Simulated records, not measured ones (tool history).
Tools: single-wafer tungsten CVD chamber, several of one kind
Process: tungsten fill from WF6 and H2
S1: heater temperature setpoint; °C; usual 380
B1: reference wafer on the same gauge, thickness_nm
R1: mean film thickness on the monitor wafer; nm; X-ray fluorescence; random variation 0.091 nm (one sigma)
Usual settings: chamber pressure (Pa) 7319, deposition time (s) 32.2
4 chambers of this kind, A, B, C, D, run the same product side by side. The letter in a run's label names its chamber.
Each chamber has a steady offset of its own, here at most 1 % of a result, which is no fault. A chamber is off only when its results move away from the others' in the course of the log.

Run 1C, hour 13.5: usual settings; B1 72.589. Result: R1 83.998 nm.
At hour 25.1: chamber D: capacitance manometer re-zeroed and calibrated.
Run 2B, hour 27.9: usual settings; B1 72.566. Result: R1 83.469 nm.
Run 3D, hour 38.2: usual settings; B1 72.557. Result: R1 84.143 nm.
At hour 52.0: chamber A: thermocouple changed; heater temperature recalibrated.
Run 4A, hour 52.6: usual settings; B1 72.559. Result: R1 84.194 nm.
Run 5C, hour 66.4: usual settings; B1 72.534. Result: R1 83.703 nm.
Run 6D, hour 74.2: usual settings but chamber pressure (Pa) 5866; B1 72.532. Result: R1 76.044 nm.
Run 7A, hour 83.5: usual settings but chamber pressure (Pa) 5866; B1 72.498. Result: R1 76.076 nm.
Run 8B, hour 91.8: usual settings but chamber pressure (Pa) 5866; B1 72.490. Result: R1 75.439 nm.
Run 9B, hour 104.8: usual settings but chamber pressure (Pa) 5866; B1 72.501. Result: R1 75.372 nm.
Run 10D, hour 117.8: usual settings but S1 392 °C; B1 72.465. Result: R1 106.320 nm.
Run 11C, hour 125.5: usual settings but S1 392 °C; B1 72.461. Result: R1 106.160 nm.
Run 12A, hour 134.0: usual settings but S1 392 °C; B1 72.436. Result: R1 106.260 nm.
Run 13B, hour 147.3: usual settings but S1 392 °C; B1 72.442. Result: R1 105.530 nm.
Run 14C, hour 158.2: usual settings; B1 72.443. Result: R1 83.679 nm.
Run 15D, hour 169.5: usual settings; B1 72.411. Result: R1 83.792 nm.
Run 16A, hour 179.5: usual settings but deposition time (s) 26.4; B1 72.405. Result: R1 68.891 nm.
Run 17B, hour 189.8: usual settings but deposition time (s) 26.4; B1 72.373. Result: R1 68.290 nm.
Run 18C, hour 197.8: usual settings but deposition time (s) 26.4; B1 72.380. Result: R1 68.489 nm.
Run 19D, hour 204.9: usual settings but deposition time (s) 26.4; B1 72.407. Result: R1 68.533 nm.
Run 20A, hour 219.0: usual settings; B1 72.364. Result: R1 83.947 nm.
Run 21A, hour 229.2: usual settings; B1 72.356. Result: R1 83.993 nm.
Run 22B, hour 240.5: usual settings; B1 72.340. Result: R1 83.094 nm.
Run 23C, hour 253.3: usual settings; B1 72.358. Result: R1 83.526 nm.
Run 24D, hour 262.4: usual settings; B1 72.309. Result: R1 83.800 nm.
Run 25C, hour 275.2: usual settings; B1 72.316. Result: R1 83.384 nm.
Run 26B, hour 285.7: usual settings but S1 391 °C, chamber pressure (Pa) 6386; B1 72.316. Result: R1 97.152 nm.
Run 27D, hour 292.5: usual settings but S1 391 °C, chamber pressure (Pa) 6386; B1 72.305. Result: R1 98.040 nm.
Run 28A, hour 305.2: usual settings but S1 391 °C, chamber pressure (Pa) 6386; B1 72.267. Result: R1 97.985 nm.

All 4 chambers run these settings next. Forecast each chamber's results:
Run 29A, hour 316.1: usual settings but deposition time (s) 26.4. Result: R1 ?.
Run 29B, hour 316.1: usual settings but deposition time (s) 26.4. Result: R1 ?.
Run 29C, hour 316.1: usual settings but deposition time (s) 26.4. Result: R1 ?.
Run 29D, hour 316.1: usual settings but deposition time (s) 26.4. Result: R1 ?.

run      R1
29A  68.808
29B  68.339
29C  68.447
29D  68.541
